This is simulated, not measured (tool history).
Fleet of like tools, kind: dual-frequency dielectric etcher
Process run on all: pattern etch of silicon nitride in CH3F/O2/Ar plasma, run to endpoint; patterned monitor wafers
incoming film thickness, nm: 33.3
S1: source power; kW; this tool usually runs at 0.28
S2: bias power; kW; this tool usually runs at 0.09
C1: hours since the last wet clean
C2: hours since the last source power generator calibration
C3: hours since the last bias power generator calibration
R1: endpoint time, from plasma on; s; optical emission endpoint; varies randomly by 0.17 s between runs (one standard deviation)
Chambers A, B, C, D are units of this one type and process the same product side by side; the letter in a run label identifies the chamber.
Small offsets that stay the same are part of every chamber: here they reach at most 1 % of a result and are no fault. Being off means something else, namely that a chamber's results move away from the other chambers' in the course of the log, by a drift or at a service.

run,hour,S1,S2,C1,C2,C3,R1
1B,5.4,0.28,0.09,190.3,3010.1,381,51.171
2C,10.9,0.28,0.09,106.8,3053.3,1382,50.631
3A,14.8,0.28,0.09,189.6,1085.4,491.5,50.804
4D,17.8,0.28,0.09,272.9,2711,237.4,50.796
5C,21.8,0.28,0.09,117.7,3064.2,1392.9,50.685
6D,27.1,0.28,0.09,282.2,2720.3,246.7,51.077
7B,34,0.28,0.09,218.9,3038.7,409.6,51.222
8A,40,0.28,0.09,214.8,1110.6,516.7,50.556
9D,43.1,0.34,0.107,298.2,2736.3,262.7,44.553
10B,48.6,0.34,0.107,233.5,3053.3,424.2,44.714
11C,52.1,0.34,0.107,148,3094.5,1423.2,44.121
12A,58.6,0.34,0.107,233.4,1129.2,535.3,44.188
13B,62.3,0.28,0.09,247.2,3067,437.9,51.677
14A,68.4,0.28,0.09,243.2,1139,545.1,51.043
15D,72.1,0.28,0.09,327.2,2765.3,291.7,50.792
16C,76,0.28,0.09,171.9,3118.4,1447.1,50.859
17B,80.5,0.28,0.082,265.4,3085.2,456.1,53.433
18D,87.1,0.28,0.082,342.2,2780.3,306.7,52.745
19A,93.4,0.28,0.082,268.2,1164,570.1,52.688
20C,96.8,0.28,0.082,192.7,3139.2,1467.9,52.47
21A,102.1,0.28,0.09,276.9,1172.7,578.8,51.353
22C,107,0.28,0.09,202.9,3149.4,1478.1,50.542
23B,111.3,0.28,0.09,296.2,3116,486.9,51.034
24D,114.7,0.28,0.09,369.8,2807.9,334.3,50.652
25C,120.7,0.28,0.09,216.6,3163.1,1491.8,50.829
26D,124.3,0.3,0.107,379.4,2817.5,343.9,46.28
27A,129.1,0.3,0.107,303.9,1199.7,605.8,47.048
28B,135.5,0.3,0.107,320.4,3140.2,511.1,46.795
29C,141,0.3,0.107,236.9,3183.4,1512.1,46.432
30B,147.3,0.28,0.09,332.2,3152,522.9,51.066
31A,152.9,0.28,0.09,327.7,1223.5,629.6,51.742
32D,157.2,0.28,0.09,412.3,2850.4,376.8,50.947
33B,162.7,0.28,0.09,347.6,3167.4,538.3,51.552
34C,166.7,0.28,0.09,262.6,3209.1,1537.8,50.454
35A,170.7,0.28,0.079,345.5,1241.3,647.4,54.59
36D,176.5,0.28,0.079,431.6,2869.7,396.1,53.325
37B,181.1,0.28,0.079,366,3185.8,556.7,53.453
38A,185,0.28,0.079,359.8,1255.6,661.7,54.812
39D,188.7,0.28,0.09,443.8,2881.9,408.3,50.675

Next, all 4 chambers run the settings below, one line each with question marks for the results. What does each chamber give?
40A,193.6,0.25,0.09,,,,?
40B,193.6,0.25,0.09,,,,?
40C,193.6,0.25,0.09,,,,?
40D,193.6,0.25,0.09,,,,?

run,R1
40A,54.526
40B,53.562
40C,53.048
40D,52.555
